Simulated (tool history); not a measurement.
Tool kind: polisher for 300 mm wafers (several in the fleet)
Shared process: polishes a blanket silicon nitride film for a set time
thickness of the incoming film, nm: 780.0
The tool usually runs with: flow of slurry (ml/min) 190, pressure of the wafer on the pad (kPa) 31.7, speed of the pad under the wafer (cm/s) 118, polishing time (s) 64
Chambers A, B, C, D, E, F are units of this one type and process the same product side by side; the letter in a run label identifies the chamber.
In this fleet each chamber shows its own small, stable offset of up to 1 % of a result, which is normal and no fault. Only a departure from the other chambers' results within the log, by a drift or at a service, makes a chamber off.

run    day  flow of slurry (ml/min)  pressure of the wafer on the pad (kPa)  speed of the pad under the wafer (cm/s)  polishing time (s)  wafers polished on this pad  hours since the slurry nozzle was cleaned  hours since the head pressure was calibrated  film removed (angstrom)
 1D    0.2                      190                                    31.7                                      118                  64                          855                                      278.7                                         621.5                   1848.4
     0.229  -- chamber A: worn pad replaced by a new one
 2C    0.3                      190                                    31.7                                      118                  64                          187                                      525.2                                         628.2                   1838.4
 3A    0.5                      190                                    31.7                                      118                  64                           56                                      141.8                                         689.1                   1832.8
 4E  0.667                      190                                    31.7                                      118                  64                          556                                        424                                         760.1                   1881.2
 5F  0.858                      190                                    31.7                                      118                  64                          280                                      369.4                                         158.2                   1858.9
 6B  0.979                      190                                    31.7                                      118                  64                          517                                      112.6                                           163                   1845.3
 7E  1.092                      190                                    31.7                                      118                  64                          644                                      434.2                                         770.3                   1859.2
 8C  1.225                      190                                    31.7                                      118                  64                          378                                      547.4                                         650.4                   1863.2
 9F   1.35                      190                                    31.7                                      118                  64                          381                                      381.2                                           170                   1863.5
10A  1.454                      190                                    31.7                                      118                  64                          253                                      164.7                                           712                   1854.5
     1.492  -- chamber D: worn pad replaced by a new one
11B  1.608                      190                                    39.3                                      118                  64                          647                                      127.7                                         178.1                   2271.1
12D  1.725                      190                                    39.3                                      118                  64                           48                                      315.3                                         658.1                   2289.6
13C   1.85                      190                                    39.3                                      118                  64                          508                                      562.4                                         665.4                   2284.6
     1.871  -- chamber D: head pressure recalibrated
14A  2.008                      190                                    39.3                                      118                  64                          368                                        178                                         725.3                   2279.8
15B  2.221                      190                                    39.3                                      118                  64                          774                                      142.4                                         192.8                   2305.4
16D  2.358                      190                                    39.3                                      118                  64                          179                                      330.5                                          11.8                   2266.9
17E  2.483                      190                                    31.7                                      118                  64                          931                                      467.6                                         803.7                   1863.8
     2.621  -- chamber C: head pressure recalibrated
18F  2.667                      190                                    31.7                                      118                  64                          653                                      412.8                                         201.6                   1843.6
19B  2.867                      190                                    31.7                                      118                  64                          907                                      157.9                                         208.3                   1806.6
     2.967  -- chamber A: worn pad replaced by a new one
20C  3.012                      190                                    31.7                                      118                  71                          748                                      590.3                                           9.5                   2077.7
21A  3.125                      190                                    31.7                                      118                  71                           33                                      204.8                                         752.1                   2025.3
     3.171  -- chamber E: worn pad replaced by a new one
22E   3.35                      190                                    31.7                                      118                  71                           37                                      488.4                                         824.5                   2055.1
23F  3.562                      190                                    31.7                                      118                  71                          838                                      434.3                                         223.1                   2044.8
     3.662  -- chamber C: worn pad replaced by a new one
24D  3.754                      190                                    31.7                                      118                  71                          467                                        364                                          45.3                     2056
25F    3.9                      190                                    31.7                                      118                  71                          908                                      442.4                                         231.2                   2040.5
26C  4.067                      190                                    31.7                                      130                  82                           84                                      615.6                                          34.8                   2568.2
27D  4.212                      190                                    31.7                                      130                  82                          562                                        375                                          56.3                   2523.2
28A  4.375                      190                                    31.7                                      130                  82                          291                                      234.8                                         782.1                     2577
29B  4.475                      190                                    31.7                                      130                  82                         1240                                      196.5                                         246.9                   2452.8
30E  4.654                      190                                    31.7                                      130                  82                          306                                      519.7                                         855.8                   2581.8
31A  4.767                      190                                    31.7                                      130                  82                          372                                      244.2                                         791.5                   2566.4
32E  4.954                      190                                    31.7                                      118                  64                          368                                      526.9                                           863                   1855.5
33D  5.117                      190                                    31.7                                      118                  64                          749                                      396.7                                            78                   1860.1
34C  5.238                      190                                    31.7                                      118                  64                          325                                      643.7                                          62.9                     1829
35B  5.346                      190                                    31.7                                      118                  64                         1419                                      217.4                                         267.8                   1751.2
36F  5.558                      190                                    31.7                                      118                  64                         1251                                      482.2                                           271                   1849.4
37E  5.746                      190                                    31.7                                      118                  52                          532                                      545.9                                           882                   1515.9
     5.788  -- chamber F: worn pad replaced by a new one
38A  5.971                      190                                    31.7                                      118                  52                          621                                      273.1                                         820.4                   1494.4
39C  6.092                      190                                    31.7                                      118                  52                          502                                      664.2                                          83.4                   1502.9
40F  6.262                      190                                    31.7                                      118                  52                           98                                      499.1                                         287.9                   1506.9
41B  6.375                      190                                    31.7                                      118                  52                         1632                                      242.1                                         292.5                   1400.4
42D  6.538                      190                                    31.7                                      118                  52                         1042                                      430.8                                         112.1                   1508.7
43E   6.65                      190                                    31.7                                      118                  64                          719                                      567.6                                         903.7                   1870.1
44B   6.85                      190                                    31.7                                      118                  64                         1730                                      253.5                                         303.9                   1713.4

One chamber off, gauge drift, or nothing amiss beyond the chambers' own small offsets? If it is a chamber, which one, and what is the likeliest cause?

One chamber, B, drifts off from the rest bit by bit.
Cause: removal rate lost through wear of the pad, % = 7.07.
The log may not separate it from: slurry flow missing at the pad, %; head's pressure below its setpoint, %.

Here are 4 candidates for chamber B's next run, each the usual settings with a change, their results left as question marks. Which one brings its results back in line with what the others give on the usual settings?
In-line tolerance around the mean of the other chambers on the usual settings: film removed (angstrom) 47
45B-1  7.012                      190                                    31.7                                      118                  73                                                                                                                                              ?
45B-2  7.012                      185                                    27.6                                      118                  64                                                                                                                                              ?
45B-3  7.012                      190                                    32.4                                      120                  66                                                                                                                                              ?
45B-4  7.012                      190                                      31                                      116                  62                                                                                                                                              ?

On the usual settings, the other chambers give on average: film removed (angstrom) 1852
  run  film removed (angstrom)
45B-1                   1955.1
45B-2                   1484.3
45B-3                   1830.6
45B-4                   1602.2
45B-3 brings the chamber back in line.
